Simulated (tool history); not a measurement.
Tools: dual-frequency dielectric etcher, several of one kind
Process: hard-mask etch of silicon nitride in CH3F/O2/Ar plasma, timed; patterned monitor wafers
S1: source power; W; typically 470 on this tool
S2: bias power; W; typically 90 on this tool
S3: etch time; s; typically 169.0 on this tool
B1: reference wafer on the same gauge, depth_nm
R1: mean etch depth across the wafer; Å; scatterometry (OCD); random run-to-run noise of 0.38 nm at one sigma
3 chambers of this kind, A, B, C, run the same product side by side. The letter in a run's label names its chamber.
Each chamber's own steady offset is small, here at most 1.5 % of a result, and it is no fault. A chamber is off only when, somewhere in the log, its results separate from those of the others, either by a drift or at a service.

Run 1B, day 0.325: usual settings; B1 113.04. Result: R1 1345.9 Å.
Run 2A, day 0.638: usual settings; B1 113.00. Result: R1 1366.4 Å.
Run 3C, day 1.025: usual settings; B1 112.98. Result: R1 1366.5 Å.
Run 4A, day 1.338: usual settings; B1 113.03. Result: R1 1357.5 Å.
Run 5C, day 1.625: usual settings; B1 112.95. Result: R1 1357.2 Å.
Run 6B, day 1.821: usual settings; B1 112.96. Result: R1 1344.3 Å.
Run 7A, day 2.158: usual settings; B1 113.08. Result: R1 1361.2 Å.
Run 8B, day 2.558: usual settings; B1 112.96. Result: R1 1344.3 Å.
Run 9C, day 2.896: usual settings; B1 112.96. Result: R1 1358.6 Å.
Run 10C, day 3.217: usual settings; B1 113.02. Result: R1 1359.8 Å.
Run 11A, day 3.592: usual settings but S1 580 W, S2 98 W; B1 112.89. Result: R1 1521.6 Å.
Run 12B, day 3.800: usual settings but S1 580 W, S2 98 W; B1 113.01. Result: R1 1509.0 Å.
Run 13A, day 4.142: usual settings but S1 580 W, S2 98 W; B1 113.06. Result: R1 1518.2 Å.
At day 4.158: chamber B: wet clean of the chamber.
Run 14C, day 4.496: usual settings; B1 113.01. Result: R1 1358.8 Å.
Run 15B, day 4.712: usual settings; B1 113.01. Result: R1 1393.5 Å.
Run 16B, day 5.125: usual settings; B1 112.90. Result: R1 1389.3 Å.
Run 17C, day 5.396: usual settings; B1 113.07. Result: R1 1361.5 Å.
Run 18A, day 5.708: usual settings but S2 76 W; B1 113.03. Result: R1 1282.8 Å.
Run 19B, day 6.138: usual settings but S2 76 W; B1 113.01. Result: R1 1313.1 Å.
Run 20C, day 6.467: usual settings but S2 76 W; B1 113.03. Result: R1 1280.4 Å.
Run 21A, day 6.821: usual settings; B1 112.99. Result: R1 1362.3 Å.
Run 22C, day 7.104: usual settings; B1 112.93. Result: R1 1359.4 Å.
Run 23A, day 7.525: usual settings; B1 112.91. Result: R1 1359.7 Å.
Run 24B, day 7.862: usual settings but S2 73 W, S3 203.5 s; B1 112.98. Result: R1 1565.7 Å.
Run 25A, day 8.242: usual settings but S2 73 W, S3 203.5 s; B1 112.97. Result: R1 1525.1 Å.
Run 26C, day 8.546: usual settings but S2 73 W, S3 203.5 s; B1 112.96. Result: R1 1519.4 Å.
Run 27B, day 8.779: usual settings; B1 112.93. Result: R1 1393.1 Å.
Run 28B, day 8.975: usual settings; B1 112.92. Result: R1 1403.7 Å.
Run 29C, day 9.279: usual settings; B1 113.01. Result: R1 1355.9 Å.
Run 30A, day 9.496: usual settings but S1 570 W, S2 79 W; B1 113.00. Result: R1 1404.9 Å.

Is one chamber off against the others, does the gauge drift, or is nothing wrong? If a chamber is off, say which, and what the likeliest cause is.

After it was serviced, chamber B no longer matches the other chambers.
Likeliest cause: etch rate over this chamber's usual, % = 3.81.

Below are 4 candidate recipes for chamber B's next run, each the usual settings with a change, their results shown as question marks. Which of them brings B's results back in line with what the other chambers give on the usual settings?
Maximum distance from the other chambers' mean on the usual settings for a result to count as in line: R1 13.0 Å
Run 31B-1, day 9.804: usual settings but S3 177.5 s. Result: R1 ?.
Run 31B-2, day 9.804: usual settings but S1 440 W, S2 84 W. Result: R1 ?.
Run 31B-3, day 9.804: usual settings but S3 165.5 s. Result: R1 ?.
Run 31B-4, day 9.804: usual settings but S2 96 W. Result: R1 ?.

Other chambers, usual settings, mean: R1 1362.8 Å
  run      R1
31B-1  1463.1
31B-2  1325.8
31B-3  1364.2
31B-4  1425.8
31B-3 brings the chamber back in line.
